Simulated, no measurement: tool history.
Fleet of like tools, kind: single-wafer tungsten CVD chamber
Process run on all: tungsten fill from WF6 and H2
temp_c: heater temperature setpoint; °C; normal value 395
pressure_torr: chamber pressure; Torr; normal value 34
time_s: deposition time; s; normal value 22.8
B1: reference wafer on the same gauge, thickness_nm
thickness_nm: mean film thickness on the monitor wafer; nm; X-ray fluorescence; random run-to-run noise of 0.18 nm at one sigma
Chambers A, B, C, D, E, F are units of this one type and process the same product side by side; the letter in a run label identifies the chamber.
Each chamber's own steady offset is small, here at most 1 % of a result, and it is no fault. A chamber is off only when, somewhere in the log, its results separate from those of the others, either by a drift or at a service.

run 1A day=0.333 | temp_c=395 pressure_torr=34 time_s=22.8 | B1=57.856 | thickness_nm=63.826
run 2F day=0.492 | temp_c=395 pressure_torr=34 time_s=22.8 | B1=57.814 | thickness_nm=64.019
run 3B day=0.817 | temp_c=395 pressure_torr=34 time_s=22.8 | B1=57.757 | thickness_nm=63.983
run 4D day=1.167 | temp_c=395 pressure_torr=34 time_s=22.8 | B1=57.825 | thickness_nm=63.798
run 5C day=1.379 | temp_c=395 pressure_torr=34 time_s=22.8 | B1=57.769 | thickness_nm=63.892
run 6E day=1.583 | temp_c=395 pressure_torr=34 time_s=22.8 | B1=57.834 | thickness_nm=63.699
run 7E day=1.838 | temp_c=395 pressure_torr=34 time_s=22.8 | B1=57.805 | thickness_nm=63.653
run 8D day=2.05 | temp_c=395 pressure_torr=34 time_s=22.8 | B1=57.793 | thickness_nm=63.711
run 9B day=2.229 | temp_c=395 pressure_torr=34 time_s=22.8 | B1=57.804 | thickness_nm=64.088
run 10F day=2.529 | temp_c=395 pressure_torr=34 time_s=22.8 | B1=57.793 | thickness_nm=64.185
run 11C day=2.796 | temp_c=395 pressure_torr=34 time_s=22.8 | B1=57.789 | thickness_nm=63.86
run 12A day=3.108 | temp_c=395 pressure_torr=34 time_s=22.8 | B1=57.755 | thickness_nm=63.278
run 13F day=3.458 | temp_c=395 pressure_torr=34 time_s=22.8 | B1=57.797 | thickness_nm=64.003
run 14D day=3.675 | temp_c=395 pressure_torr=34 time_s=22.8 | B1=57.801 | thickness_nm=63.551
run 15C day=3.888 | temp_c=395 pressure_torr=34 time_s=22.8 | B1=57.789 | thickness_nm=63.949
run 16A day=4.192 | temp_c=395 pressure_torr=34 time_s=22.8 | B1=57.829 | thickness_nm=63.369
run 17B day=4.467 | temp_c=395 pressure_torr=34 time_s=22.8 | B1=57.801 | thickness_nm=63.878
run 18E day=4.65 | temp_c=395 pressure_torr=34 time_s=22.8 | B1=57.768 | thickness_nm=63.613
run 19F day=4.938 | temp_c=390 pressure_torr=34 time_s=20.4 | B1=57.781 | thickness_nm=51.723
run 20E day=5.167 | temp_c=390 pressure_torr=34 time_s=20.4 | B1=57.806 | thickness_nm=51.746
run 21C day=5.517 | temp_c=390 pressure_torr=34 time_s=20.4 | B1=57.801 | thickness_nm=52.257
run 22B day=5.783 | temp_c=390 pressure_torr=34 time_s=20.4 | B1=57.805 | thickness_nm=52.388
run 23A day=6.079 | temp_c=390 pressure_torr=34 time_s=20.4 | B1=57.793 | thickness_nm=51.566
-- day=6.275 chamber F: thermocouple changed; heater temperature recalibrated
run 24D day=6.338 | temp_c=390 pressure_torr=34 time_s=20.4 | B1=57.791 | thickness_nm=52.03
-- day=6.425 chamber D: thermocouple changed; heater temperature recalibrated
run 25D day=6.625 | temp_c=395 pressure_torr=34 time_s=22.8 | B1=57.807 | thickness_nm=62.55
run 26F day=6.804 | temp_c=395 pressure_torr=34 time_s=22.8 | B1=57.779 | thickness_nm=64.005
run 27E day=7 | temp_c=395 pressure_torr=34 time_s=22.8 | B1=57.814 | thickness_nm=63.468
run 28A day=7.175 | temp_c=383 pressure_torr=38.7 time_s=22.8 | B1=57.743 | thickness_nm=53.723
-- day=7.375 chamber F: capacitance manometer re-zeroed and calibrated
run 29C day=7.521 | temp_c=383 pressure_torr=38.7 time_s=22.8 | B1=57.786 | thickness_nm=54.119
run 30B day=7.775 | temp_c=383 pressure_torr=38.7 time_s=22.8 | B1=57.812 | thickness_nm=54.121
run 31A day=7.933 | temp_c=383 pressure_torr=38.7 time_s=22.8 | B1=57.781 | thickness_nm=53.756
run 32B day=8.129 | temp_c=383 pressure_torr=38.7 time_s=22.8 | B1=57.783 | thickness_nm=54.233
run 33C day=8.321 | temp_c=383 pressure_torr=38.7 time_s=22.8 | B1=57.821 | thickness_nm=54.417
run 34D day=8.529 | temp_c=395 pressure_torr=34 time_s=22.8 | B1=57.798 | thickness_nm=62.817
run 35E day=8.879 | temp_c=395 pressure_torr=34 time_s=22.8 | B1=57.769 | thickness_nm=63.715
run 36F day=9.171 | temp_c=395 pressure_torr=34 time_s=22.8 | B1=57.815 | thickness_nm=63.9
run 37E day=9.525 | temp_c=395 pressure_torr=34 time_s=22.8 | B1=57.811 | thickness_nm=63.688
run 38A day=9.808 | temp_c=402 pressure_torr=28.1 time_s=22.8 | B1=57.795 | thickness_nm=65.471
run 39C day=10.158 | temp_c=402 pressure_torr=28.1 time_s=22.8 | B1=57.779 | thickness_nm=66.477
run 40D day=10.454 | temp_c=402 pressure_torr=28.1 time_s=22.8 | B1=57.808 | thickness_nm=64.699
run 41B day=10.704 | temp_c=402 pressure_torr=28.1 time_s=22.8 | B1=57.836 | thickness_nm=66.319
run 42F day=11 | temp_c=402 pressure_torr=28.1 time_s=22.8 | B1=57.823 | thickness_nm=67.1
run 43D day=11.242 | temp_c=402 pressure_torr=28.1 time_s=22.8 | B1=57.81 | thickness_nm=64.833

The same settings go to every chamber for the next run, one line per chamber below. Forecast the results for each:
run 44A day=11.496 | temp_c=395 pressure_torr=34 time_s=22.8 | thickness_nm=?
run 44B day=11.496 | temp_c=395 pressure_torr=34 time_s=22.8 | thickness_nm=?
run 44C day=11.496 | temp_c=395 pressure_torr=34 time_s=22.8 | thickness_nm=?
run 44D day=11.496 | temp_c=395 pressure_torr=34 time_s=22.8 | thickness_nm=?
run 44E day=11.496 | temp_c=395 pressure_torr=34 time_s=22.8 | thickness_nm=?
run 44F day=11.496 | temp_c=395 pressure_torr=34 time_s=22.8 | thickness_nm=?

run=44A thickness_nm=63.419
run=44B thickness_nm=63.948
run=44C thickness_nm=63.954
run=44D thickness_nm=62.39
run=44E thickness_nm=63.93
run=44F thickness_nm=64.316
